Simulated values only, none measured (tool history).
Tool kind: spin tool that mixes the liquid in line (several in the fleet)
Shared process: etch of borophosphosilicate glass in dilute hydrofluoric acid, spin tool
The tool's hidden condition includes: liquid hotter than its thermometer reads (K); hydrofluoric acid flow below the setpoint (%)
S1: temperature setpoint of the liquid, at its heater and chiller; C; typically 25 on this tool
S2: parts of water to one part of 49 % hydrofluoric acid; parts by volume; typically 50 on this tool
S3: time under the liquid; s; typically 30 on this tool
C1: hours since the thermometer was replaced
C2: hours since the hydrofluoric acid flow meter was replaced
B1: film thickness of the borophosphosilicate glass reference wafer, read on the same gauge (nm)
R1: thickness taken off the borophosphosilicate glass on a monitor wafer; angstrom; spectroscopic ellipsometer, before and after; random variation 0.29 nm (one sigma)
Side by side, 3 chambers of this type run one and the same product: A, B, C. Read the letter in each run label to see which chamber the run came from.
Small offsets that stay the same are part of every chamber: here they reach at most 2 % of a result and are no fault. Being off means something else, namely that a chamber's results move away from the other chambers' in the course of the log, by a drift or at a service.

Run 1A, hour 3.9: usual settings; C1 872.1; C2 28.4; B1 29.935. Result: R1 494.42 angstrom.
Run 2B, hour 9.1: usual settings; C1 1106.7; C2 698.5; B1 29.979. Result: R1 508.38 angstrom.
Run 3C, hour 15.6: usual settings; C1 1900.8; C2 140; B1 29.952. Result: R1 494.48 angstrom.
Run 4B, hour 18.8: usual settings; C1 1116.4; C2 708.2; B1 30.027. Result: R1 507.36 angstrom.
Run 5C, hour 23: usual settings; C1 1908.2; C2 147.4; B1 29.991. Result: R1 499.32 angstrom.
Run 6A, hour 28.1: usual settings; C1 896.3; C2 52.6; B1 29.976. Result: R1 494.77 angstrom.
Run 7C, hour 32.5: usual settings but S2 75 parts by volume; C1 1917.7; C2 156.9; B1 30.01. Result: R1 320.78 angstrom.
Run 8A, hour 37.4: usual settings but S2 75 parts by volume; C1 905.6; C2 61.9; B1 30.002. Result: R1 317.56 angstrom.
Run 9B, hour 41.4: usual settings but S2 75 parts by volume; C1 1139; C2 730.8; B1 30.011. Result: R1 330.3 angstrom.
Run 10C, hour 45.1: usual settings; C1 1930.3; C2 169.5; B1 29.965. Result: R1 496.47 angstrom.
Run 11B, hour 48.7: usual settings but S1 22.5 C, S2 30 parts by volume; C1 1146.3; C2 738.1; B1 30.017. Result: R1 787.87 angstrom.
Run 12A, hour 54: usual settings but S1 22.5 C, S2 30 parts by volume; C1 922.2; C2 78.5; B1 30.046. Result: R1 756 angstrom.
Run 13A, hour 59.7: usual settings but S1 22.5 C, S2 30 parts by volume; C1 927.9; C2 84.2; B1 29.961. Result: R1 767.1 angstrom.
Run 14C, hour 66.5: usual settings; C1 1951.7; C2 190.9; B1 30. Result: R1 496.69 angstrom.
Run 15B, hour 73.1: usual settings but S2 30 parts by volume; C1 1170.7; C2 762.5; B1 30.014. Result: R1 877.83 angstrom.
Run 16B, hour 77.1: usual settings but S2 30 parts by volume; C1 1174.7; C2 766.5; B1 30.006. Result: R1 876.86 angstrom.
Run 17A, hour 82.6: usual settings but S2 30 parts by volume; C1 950.8; C2 107.1; B1 30.039. Result: R1 841.73 angstrom.
Run 18C, hour 87.1: usual settings; C1 1972.3; C2 211.5; B1 30.033. Result: R1 491.99 angstrom.
Run 19A, hour 93.6: usual settings; C1 961.8; C2 118.1; B1 29.948. Result: R1 499.24 angstrom.
Run 20B, hour 98.7: usual settings; C1 1196.3; C2 788.1; B1 30.021. Result: R1 503.55 angstrom.
Run 21C, hour 104.2: usual settings; C1 1989.4; C2 228.6; B1 29.992. Result: R1 498 angstrom.
Run 22B, hour 107.3: usual settings but S1 21.5 C; C1 1204.9; C2 796.7; B1 29.952. Result: R1 439.71 angstrom.
Run 23C, hour 112.1: usual settings but S1 21.5 C; C1 1997.3; C2 236.5; B1 30.029. Result: R1 428.28 angstrom.
Run 24A, hour 116: usual settings but S1 21.5 C; C1 984.2; C2 140.5; B1 30.003. Result: R1 425.86 angstrom.
Run 25B, hour 121.1: usual settings; C1 1218.7; C2 810.5; B1 29.994. Result: R1 507.47 angstrom.
At hour 124.9: chamber C: thermometer replaced.
Run 26A, hour 125.1: usual settings; C1 993.3; C2 149.6; B1 29.98. Result: R1 490.76 angstrom.
Run 27C, hour 130.2: usual settings; C1 5.4; C2 254.6; B1 30.011. Result: R1 487.25 angstrom.
Run 28B, hour 136.5: usual settings; C1 1234.1; C2 825.9; B1 30.004. Result: R1 508.2 angstrom.
Run 29C, hour 141.4: usual settings but S2 60 parts by volume; C1 16.6; C2 265.8; B1 29.986. Result: R1 404.06 angstrom.
Run 30A, hour 144.9: usual settings but S2 60 parts by volume; C1 1013.1; C2 169.4; B1 29.993. Result: R1 404.24 angstrom.
Run 31C, hour 148.8: usual settings but S2 60 parts by volume; C1 24; C2 273.2; B1 29.974. Result: R1 397.69 angstrom.
Run 32A, hour 151.9: usual settings; C1 1020.1; C2 176.4; B1 29.992. Result: R1 494.86 angstrom.
Run 33B, hour 157.8: usual settings; C1 1255.4; C2 847.2; B1 30.038. Result: R1 511.24 angstrom.
Run 34C, hour 164: usual settings but S1 21.5 C, S2 60 parts by volume; C1 39.2; C2 288.4; B1 30.009. Result: R1 346.17 angstrom.
Run 35A, hour 170.7: usual settings but S1 21.5 C, S2 60 parts by volume; C1 1038.9; C2 195.2; B1 30.002. Result: R1 349.18 angstrom.
Run 36B, hour 175.6: usual settings but S1 21.5 C, S2 60 parts by volume; C1 1273.2; C2 865; B1 29.979. Result: R1 363.58 angstrom.
Run 37C, hour 179.8: usual settings; C1 55; C2 304.2; B1 30.002. Result: R1 479.28 angstrom.
Run 38B, hour 185.2: usual settings; C1 1282.8; C2 874.6; B1 30. Result: R1 506.94 angstrom.
Run 39A, hour 189.2: usual settings but S1 21.5 C, S3 20 s; C1 1057.4; C2 213.7; B1 29.934. Result: R1 285.69 angstrom.
Run 40B, hour 194.6: usual settings but S1 21.5 C, S3 20 s; C1 1292.2; C2 884; B1 29.931. Result: R1 294.23 angstrom.
Run 41A, hour 201.1: usual settings but S1 21.5 C, S3 20 s; C1 1069.3; C2 225.6; B1 30.039. Result: R1 282.29 angstrom.
Run 42C, hour 205.9: usual settings but S3 15 s; C1 81.1; C2 330.3; B1 30.01. Result: R1 239.59 angstrom.

Next, all 3 chambers run the settings below, one line each with question marks for the results. What does each chamber give?
Run 43A, hour 210.9: usual settings. Result: R1 ?.
Run 43B, hour 210.9: usual settings. Result: R1 ?.
Run 43C, hour 210.9: usual settings. Result: R1 ?.

run      R1
43A  489.99
43B  507.78
43C  481.46
